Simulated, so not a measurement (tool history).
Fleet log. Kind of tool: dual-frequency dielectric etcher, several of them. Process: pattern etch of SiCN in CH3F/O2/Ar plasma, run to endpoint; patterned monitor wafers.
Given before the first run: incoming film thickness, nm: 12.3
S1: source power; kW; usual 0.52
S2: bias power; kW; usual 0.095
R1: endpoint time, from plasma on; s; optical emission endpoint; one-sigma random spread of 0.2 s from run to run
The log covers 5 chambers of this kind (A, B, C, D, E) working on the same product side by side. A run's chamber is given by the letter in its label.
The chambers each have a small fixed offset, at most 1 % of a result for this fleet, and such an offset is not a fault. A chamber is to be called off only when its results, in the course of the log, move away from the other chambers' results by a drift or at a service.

run,hour,S1,S2,R1
1E,4.5,0.52,0.095,26.716
# hour 8.8: chamber D: wet clean of the chamber
2D,9.1,0.52,0.095,26.709
3B,14,0.52,0.095,26.686
# hour 16.2: chamber C: wet clean of the chamber
4C,17.3,0.52,0.095,27.23
5A,22.7,0.52,0.095,26.803
6D,26.5,0.52,0.095,27.176
7A,30.3,0.52,0.095,26.607
8C,34.6,0.52,0.095,26.961
9B,38.4,0.52,0.095,27.182
10E,42.5,0.52,0.095,26.731
11C,45.3,0.52,0.095,27.055
12E,50.2,0.52,0.095,26.691
13D,55,0.52,0.095,26.929
14B,58.6,0.52,0.095,27.192
15A,63.8,0.52,0.095,26.664
16C,69.1,0.52,0.095,27.253
17E,72.8,0.52,0.095,26.813
18B,75.7,0.52,0.095,27.266
19A,81.7,0.52,0.095,26.844
20D,86.4,0.52,0.095,27.133
21D,90.9,0.52,0.095,26.653
22E,96.2,0.52,0.095,26.798
23C,99.2,0.63,0.095,25.46
24A,102.2,0.63,0.095,24.899
25B,106.8,0.63,0.095,25.32
26B,110.6,0.63,0.095,25.182
27C,114,0.63,0.095,25.266
28A,119.4,0.52,0.095,26.301
29D,124.9,0.52,0.095,27
30E,128.8,0.61,0.076,27.507
31B,133.7,0.61,0.076,27.705
32A,139.7,0.61,0.076,27.033
33E,143.9,0.61,0.076,27.27
34C,148.7,0.61,0.076,27.518

Decide between three cases: one chamber stands off from its peers, the gauge reading all wafers drifts, or nothing is wrong past each chamber's small offset. Where a chamber is off, say which and what most likely put it there.

All chambers stay in line apart from their small fixed offsets, and the gauge does not drift.
